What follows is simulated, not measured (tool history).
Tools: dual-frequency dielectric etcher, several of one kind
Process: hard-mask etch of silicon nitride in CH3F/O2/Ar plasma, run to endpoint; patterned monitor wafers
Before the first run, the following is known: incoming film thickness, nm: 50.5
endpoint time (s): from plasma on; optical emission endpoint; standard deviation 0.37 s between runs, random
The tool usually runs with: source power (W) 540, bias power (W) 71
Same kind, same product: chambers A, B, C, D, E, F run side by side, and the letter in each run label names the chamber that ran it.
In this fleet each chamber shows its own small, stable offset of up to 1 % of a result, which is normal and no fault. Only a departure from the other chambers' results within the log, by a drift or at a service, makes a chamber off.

run	hour	source power (W)	bias power (W)	hours since the last wet clean	hours since the last source power generator calibration	hours since the last bias power generator calibration	endpoint time (s)
1D	3.4	540	71	223.5	1981.7	583.9	65.942
2A	7.7	540	71	510.3	871.3	711.7	65.908
3B	12.1	540	71	114.4	88.6	1485.9	65.187
4F	16.5	540	71	176.0	1931.7	3364.5	65.276
5C	20.7	540	71	249.2	617.9	3008.1	66.055
6E	24.4	540	71	232.4	181.7	2169.5	65.297
7A	27.4	470	62	530.0	891.0	731.4	71.897
8F	31.4	470	62	190.9	1946.6	3379.4	72.431
9C	34.7	470	62	263.2	631.9	3022.1	72.925
10D	38.8	470	62	258.9	2017.1	619.3	72.976
11E	42.8	470	62	250.8	200.1	2187.9	71.441
12B	45.8	470	62	148.1	122.3	1519.6	72.067
# hour 47.5: chamber C: bias power generator calibrated
13C	49.9	540	71	278.4	647.1	2.5	65.836
14F	52.6	540	71	212.1	1967.8	3400.6	65.784
# hour 54.9: chamber A: wet clean of the chamber
15B	55.0	660	64	157.3	131.5	1528.8	62.717
16A	58.9	660	64	4.1	922.5	762.9	62.685
17D	62.9	660	64	283.0	2041.2	643.4	63.662
18E	65.9	660	64	273.9	223.2	2211.0	63.250
19D	70.0	660	64	290.1	2048.3	650.5	63.440
20C	73.3	660	64	301.8	670.5	25.9	62.860
21F	76.6	440	62	236.1	1991.8	3424.6	73.648
22A	81.0	440	62	26.2	944.6	785.0	73.649
23B	85.2	440	62	187.5	161.7	1559.0	74.281
24E	88.4	440	62	296.4	245.7	2233.5	74.266
25F	91.3	440	62	250.8	2006.5	3439.3	73.874
26E	95.3	440	62	303.3	252.6	2240.4	74.181
27B	97.6	540	71	199.9	174.1	1571.4	65.182
28D	101.3	540	71	321.4	2079.6	681.8	66.252
29C	104.4	540	71	332.9	701.6	57.0	65.932
30A	107.1	540	71	52.3	970.7	811.1	65.879
31B	109.9	540	71	212.2	186.4	1583.7	65.629
32E	112.1	540	71	320.1	269.4	2257.2	65.979
33D	116.8	540	71	336.9	2095.1	697.3	65.905
34A	120.5	540	71	65.7	984.1	824.5	64.983
35F	123.8	540	56	283.3	2039.0	3471.8	68.345
36C	126.0	540	56	354.5	723.2	78.6	70.764
37C	129.0	540	56	357.5	726.2	81.6	70.788
38F	133.1	540	56	292.6	2048.3	3481.1	68.682
39B	137.5	540	56	239.8	214.0	1611.3	70.819
40D	141.7	540	56	361.8	2120.0	722.2	71.085
41A	145.3	540	71	90.5	1008.9	849.3	64.910
42E	147.6	540	71	355.6	304.9	2292.7	64.913

Read the log: is a single chamber off, either drifting away or since a service, is the gauge that measures every chamber drifting, or is nothing wrong beyond small per-chamber offsets? Name any odd chamber and what most likely caused it.

Chamber F drifts away from the others.
Most likely cause: etch rate over this chamber's usual, % = 5.09.

Chamber F could run next with any of the 4 candidate recipes listed below; each alters the usual settings, and their results appear as question marks. Which one brings its results back in line with what the other chambers deliver on the usual settings?
A result is in line if it is within this distance of the other chambers' mean on the usual settings: endpoint time (s) 1.300
43F-1	151.1	530	70				?
43F-2	151.1	500	67				?
43F-3	151.1	550	72				?
43F-4	151.1	580	75				?

The other chambers' mean on the usual settings: endpoint time (s) 65.599
run	endpoint time (s)
43F-1	63.321
43F-2	65.700
43F-3	61.846
43F-4	59.780
43F-2 puts the chamber back in line with the other chambers.
